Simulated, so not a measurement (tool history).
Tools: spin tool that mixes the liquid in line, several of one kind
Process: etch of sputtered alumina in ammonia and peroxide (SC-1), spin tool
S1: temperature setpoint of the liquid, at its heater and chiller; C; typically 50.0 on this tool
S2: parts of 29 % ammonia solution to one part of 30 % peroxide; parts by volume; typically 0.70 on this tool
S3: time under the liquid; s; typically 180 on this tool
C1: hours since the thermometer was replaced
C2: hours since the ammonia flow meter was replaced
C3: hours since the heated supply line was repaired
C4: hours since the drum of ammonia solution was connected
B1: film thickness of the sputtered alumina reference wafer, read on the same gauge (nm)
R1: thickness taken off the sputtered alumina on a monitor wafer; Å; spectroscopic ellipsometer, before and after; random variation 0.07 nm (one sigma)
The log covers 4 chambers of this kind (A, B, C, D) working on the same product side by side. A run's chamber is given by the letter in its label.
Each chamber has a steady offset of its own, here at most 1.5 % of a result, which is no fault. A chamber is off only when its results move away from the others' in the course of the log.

run	hour	S1	S2	S3	C1	C2	C3	C4	B1	R1
1A	5.1	50.0	0.70	180	366.8	1239.3	1828.6	666.7	60.001	97.933
2B	10.0	50.0	0.70	180	204.6	1813.3	368.0	95.2	60.009	99.073
3D	16.0	50.0	0.70	180	953.2	959.9	882.0	49.5	60.008	99.447
# hour 19.9: chamber B: ammonia flow meter replaced
4C	21.4	50.0	0.70	180	859.6	466.5	2556.6	411.3	60.008	99.442
5D	29.5	50.0	0.90	180	966.7	973.4	895.5	63.0	59.997	102.770
6C	34.6	50.0	0.90	180	872.8	479.7	2569.8	424.5	60.007	102.240
7B	38.6	50.0	0.90	180	233.2	18.8	396.6	123.8	59.993	101.160
8A	45.7	50.0	0.90	180	407.4	1279.9	1869.2	707.3	60.000	100.090
# hour 52.4: chamber C: new drum of ammonia solution connected
9D	53.6	50.0	0.70	180	990.8	997.5	919.6	87.1	60.013	99.362
10C	57.8	50.0	0.70	180	896.0	502.9	2593.0	5.4	59.992	98.892
11A	62.6	50.0	0.55	140	424.3	1296.8	1886.1	724.2	60.023	74.558
12B	70.6	50.0	0.55	140	265.2	50.8	428.6	155.8	59.999	73.779
13A	76.6	50.0	0.55	140	438.3	1310.8	1900.1	738.2	59.997	75.047
14D	85.1	50.0	0.55	140	1022.3	1029.0	951.1	118.6	59.981	75.558
# hour 88.4: chamber C: heated supply line repaired
15C	92.3	50.0	0.70	180	930.5	537.4	4.0	39.9	59.999	100.280
16B	100.5	50.0	0.70	180	295.1	80.7	458.5	185.7	60.003	97.734
17A	107.5	50.0	0.70	180	469.2	1341.7	1931.0	769.1	60.002	98.117
18D	111.5	50.0	0.70	180	1048.7	1055.4	977.5	145.0	60.018	99.560
19C	118.7	50.0	0.70	180	956.9	563.8	30.4	66.3	60.006	100.260
# hour 121.1: chamber D: heated supply line repaired
20B	127.1	50.0	0.70	180	321.7	107.3	485.1	212.3	60.000	96.312
21B	131.7	50.0	0.70	180	326.3	111.9	489.7	216.9	59.985	95.687
22A	139.6	59.5	0.70	130	501.3	1373.8	1963.1	801.2	60.011	117.870
23D	147.6	59.5	0.70	130	1084.8	1091.5	26.5	181.1	60.005	119.250
24C	151.4	59.5	0.70	130	989.6	596.5	63.1	99.0	60.010	118.510
25B	160.0	59.5	0.70	130	354.6	140.2	518.0	245.2	59.996	112.040
26A	167.2	59.5	0.70	130	528.9	1401.4	1990.7	828.8	59.991	117.550
27C	174.9	59.5	0.70	130	1013.1	620.0	86.6	122.5	60.002	120.120
28D	180.1	59.5	0.70	130	1117.3	1124.0	59.0	213.6	60.013	120.020
29D	184.8	59.5	0.70	130	1122.0	1128.7	63.7	218.3	59.996	119.100
30C	190.2	50.0	0.70	180	1028.4	635.3	101.9	137.8	60.001	98.712
31A	197.6	50.0	0.70	180	559.3	1431.8	2021.1	859.2	60.014	98.588
32B	204.5	50.0	0.70	180	399.1	184.7	562.5	289.7	60.002	93.560
33D	209.1	50.0	0.70	180	1146.3	1153.0	88.0	242.6	60.016	98.764

Predict what each chamber gives when all 4 of them run the settings below next.
34A	215.3	50.0	0.70	180						?
34B	215.3	50.0	0.70	180						?
34C	215.3	50.0	0.70	180						?
34D	215.3	50.0	0.70	180						?

run	R1
34A	96.816
34B	93.369
34C	98.193
34D	100.450
